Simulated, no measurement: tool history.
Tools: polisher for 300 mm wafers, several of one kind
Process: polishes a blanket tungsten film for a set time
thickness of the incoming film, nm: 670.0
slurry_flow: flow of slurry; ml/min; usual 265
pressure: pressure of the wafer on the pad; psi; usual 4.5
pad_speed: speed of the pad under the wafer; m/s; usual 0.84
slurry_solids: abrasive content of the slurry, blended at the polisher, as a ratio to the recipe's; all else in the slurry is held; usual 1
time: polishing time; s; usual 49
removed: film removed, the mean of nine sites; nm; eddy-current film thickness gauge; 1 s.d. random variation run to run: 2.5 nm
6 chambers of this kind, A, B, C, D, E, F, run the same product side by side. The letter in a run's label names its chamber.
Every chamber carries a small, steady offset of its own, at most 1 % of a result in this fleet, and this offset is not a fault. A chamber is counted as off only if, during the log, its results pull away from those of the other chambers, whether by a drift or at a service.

| run | hour | slurry_flow | pressure | pad_speed | slurry_solids | time | removed |
|---|---|---|---|---|---|---|---|
|  | 5.7 | chamber F: slurry tank refilled with fresh slurry and peroxide |
| 1E | 9.7 | 265 | 4.5 | 0.84 | 1 | 49 | 251.29 |
|  | 11.8 | chamber E: slurry blender recalibrated |
|  | 16.1 | chamber A: slurry tank refilled with fresh slurry and peroxide |
| 2D | 21.7 | 265 | 4.5 | 0.84 | 1 | 49 | 254.84 |
| 3F | 30 | 265 | 4.5 | 0.84 | 1 | 49 | 257.91 |
| 4B | 38.2 | 265 | 4.5 | 0.84 | 1 | 49 | 255.9 |
| 5C | 48.9 | 265 | 4.5 | 0.84 | 1 | 49 | 259.7 |
|  | 49.1 | chamber E: slurry tank refilled with fresh slurry and peroxide |
|  | 51.9 | chamber B: slurry tank refilled with fresh slurry and peroxide |
|  | 54.5 | chamber E: worn pad replaced by a new one |
|  | 55.2 | chamber D: worn pad replaced by a new one |
|  | 56.3 | chamber B: worn pad replaced by a new one |
| 6A | 58.2 | 265 | 4.5 | 0.84 | 1 | 49 | 259.66 |
|  | 58.7 | chamber C: worn pad replaced by a new one |
|  | 59.1 | chamber D: slurry tank refilled with fresh slurry and peroxide |
|  | 62.1 | chamber F: worn pad replaced by a new one |
|  | 64 | chamber D: slurry blender recalibrated |
| 7D | 68.6 | 265 | 4.5 | 0.84 | 1 | 49 | 253.23 |
|  | 71.9 | chamber A: worn pad replaced by a new one |
|  | 76.7 | chamber F: slurry nozzle cleaned |
| 8B | 81.9 | 235 | 4.5 | 0.84 | 1 | 63 | 325.35 |
| 9E | 88.6 | 235 | 4.5 | 0.84 | 1 | 63 | 325 |
|  | 89.4 | chamber A: slurry tank refilled with fresh slurry and peroxide |
| 10F | 101.5 | 235 | 4.5 | 0.84 | 1 | 63 | 328.07 |
| 11C | 108.7 | 235 | 4.5 | 0.84 | 1 | 63 | 331.3 |
|  | 115 | chamber F: slurry tank refilled with fresh slurry and peroxide |
|  | 118.4 | chamber F: slurry blender recalibrated |
| 12A | 121.3 | 235 | 4.5 | 0.84 | 1 | 63 | 330.38 |
|  | 123.6 | chamber E: slurry tank refilled with fresh slurry and peroxide |
|  | 124 | chamber D: worn pad replaced by a new one |
|  | 132.1 | chamber E: worn pad replaced by a new one |
| 13B | 134.8 | 235 | 4.5 | 0.84 | 1 | 63 | 332.47 |
|  | 141.7 | chamber C: worn pad replaced by a new one |
|  | 144 | chamber C: slurry blender recalibrated |
| 14C | 146.4 | 265 | 4.5 | 0.84 | 1 | 49 | 259.93 |
|  | 152.6 | chamber B: worn pad replaced by a new one |
| 15D | 154.9 | 265 | 4.5 | 0.84 | 1 | 49 | 256.78 |
|  | 156.3 | chamber A: head pressure recalibrated |
| 16A | 167.5 | 265 | 4.5 | 0.84 | 1 | 49 | 256.56 |
|  | 167.7 | chamber B: slurry tank refilled with fresh slurry and peroxide |
|  | 167.8 | chamber F: worn pad replaced by a new one |
|  | 173.8 | chamber B: slurry nozzle cleaned |
|  | 174.8 | chamber A: slurry blender recalibrated |
|  | 174.8 | chamber A: slurry tank refilled with fresh slurry and peroxide |
| 17E | 174.9 | 265 | 4.5 | 0.84 | 1 | 49 | 256.09 |
|  | 177.6 | chamber D: slurry blender recalibrated |
|  | 178.3 | chamber D: slurry tank refilled with fresh slurry and peroxide |
|  | 183.9 | chamber A: worn pad replaced by a new one |
| 18F | 183.9 | 265 | 4.5 | 0.72 | 1 | 49 | 220.07 |
|  | 185 | chamber C: slurry tank refilled with fresh slurry and peroxide |
|  | 189.4 | chamber E: slurry tank refilled with fresh slurry and peroxide |
|  | 191.4 | chamber D: worn pad replaced by a new one |
|  | 192.9 | chamber D: slurry nozzle cleaned |
| 19A | 196.6 | 265 | 4.5 | 0.72 | 1 | 49 | 221.66 |
|  | 203.6 | chamber F: slurry tank refilled with fresh slurry and peroxide |
| 20D | 206.7 | 265 | 4.5 | 0.72 | 1 | 49 | 219.23 |
|  | 212.7 | chamber C: head pressure recalibrated |
|  | 215.7 | chamber E: worn pad replaced by a new one |
| 21F | 217.5 | 265 | 4.5 | 0.72 | 1 | 49 | 218.7 |
|  | 219 | chamber C: worn pad replaced by a new one |
|  | 226.9 | chamber E: slurry blender recalibrated |
| 22C | 228.9 | 265 | 4.5 | 0.72 | 1 | 49 | 221.83 |
| 23E | 241.2 | 265 | 4.5 | 0.72 | 1 | 49 | 216.22 |
|  | 244.7 | chamber B: slurry blender recalibrated |
|  | 245.1 | chamber A: slurry tank refilled with fresh slurry and peroxide |
| 24B | 247.6 | 265 | 4.5 | 0.84 | 1 | 49 | 259.31 |
|  | 250 | chamber F: head pressure recalibrated |
|  | 252.7 | chamber E: slurry tank refilled with fresh slurry and peroxide |
|  | 254.4 | chamber B: worn pad replaced by a new one |
| 25D | 255.3 | 265 | 4.5 | 0.84 | 1 | 49 | 254.55 |
|  | 256.1 | chamber D: worn pad replaced by a new one |
|  | 265.9 | chamber A: slurry nozzle cleaned |
| 26B | 266 | 265 | 4.5 | 0.84 | 1 | 49 | 261.06 |
| 27C | 273.1 | 265 | 4.5 | 0.84 | 1 | 49 | 257.43 |
|  | 278 | chamber D: head pressure recalibrated |
|  | 281.3 | chamber D: slurry tank refilled with fresh slurry and peroxide |
|  | 282.5 | chamber E: head pressure recalibrated |
| 28A | 284.3 | 265 | 4.5 | 0.84 | 1 | 49 | 256.17 |
|  | 287.5 | chamber B: slurry tank refilled with fresh slurry and peroxide |
|  | 294.3 | chamber A: worn pad replaced by a new one |
|  | 296.6 | chamber D: slurry blender recalibrated |
| 29F | 297.8 | 265 | 4.5 | 0.84 | 1 | 49 | 254.11 |
|  | 300.6 | chamber C: worn pad replaced by a new one |
|  | 302.2 | chamber E: worn pad replaced by a new one |
|  | 303.9 | chamber F: worn pad replaced by a new one |
| 30E | 305.9 | 265 | 4.5 | 0.84 | 1 | 49 | 261.17 |
|  | 313.7 | chamber F: slurry tank refilled with fresh slurry and peroxide |
| 31B | 314 | 265 | 3.6 | 0.84 | 1 | 36 | 153.54 |
|  | 317.1 | chamber E: slurry tank refilled with fresh slurry and peroxide |
|  | 322.3 | chamber D: worn pad replaced by a new one |
| 32C | 326.9 | 265 | 3.6 | 0.84 | 1 | 36 | 150.01 |
| 33E | 334.1 | 265 | 3.6 | 0.84 | 1 | 36 | 150.09 |
|  | 337.4 | chamber A: slurry tank refilled with fresh slurry and peroxide |
| 34D | 343.5 | 265 | 3.6 | 0.84 | 1 | 36 | 149.62 |
| 35A | 350.2 | 265 | 3.6 | 0.84 | 1 | 36 | 152.65 |
| 36F | 356.8 | 265 | 3.6 | 0.84 | 1 | 36 | 152.32 |
| 37D | 369.8 | 265 | 4.5 | 0.84 | 1 | 49 | 260.72 |

The same settings go to every chamber for the next run, one line per chamber below. Forecast the results for each:
| 38A | 379.6 | 265 | 4.5 | 0.84 | 1 | 49 | ? |
| 38B | 379.6 | 265 | 4.5 | 0.84 | 1 | 49 | ? |
| 38C | 379.6 | 265 | 4.5 | 0.84 | 1 | 49 | ? |
| 38D | 379.6 | 265 | 4.5 | 0.84 | 1 | 49 | ? |
| 38E | 379.6 | 265 | 4.5 | 0.84 | 1 | 49 | ? |
| 38F | 379.6 | 265 | 4.5 | 0.84 | 1 | 49 | ? |

| run | removed |
|---|---|
| 38A | 254.42 |
| 38B | 259.19 |
| 38C | 259.81 |
| 38D | 252.1 |
| 38E | 251.75 |
| 38F | 254.43 |
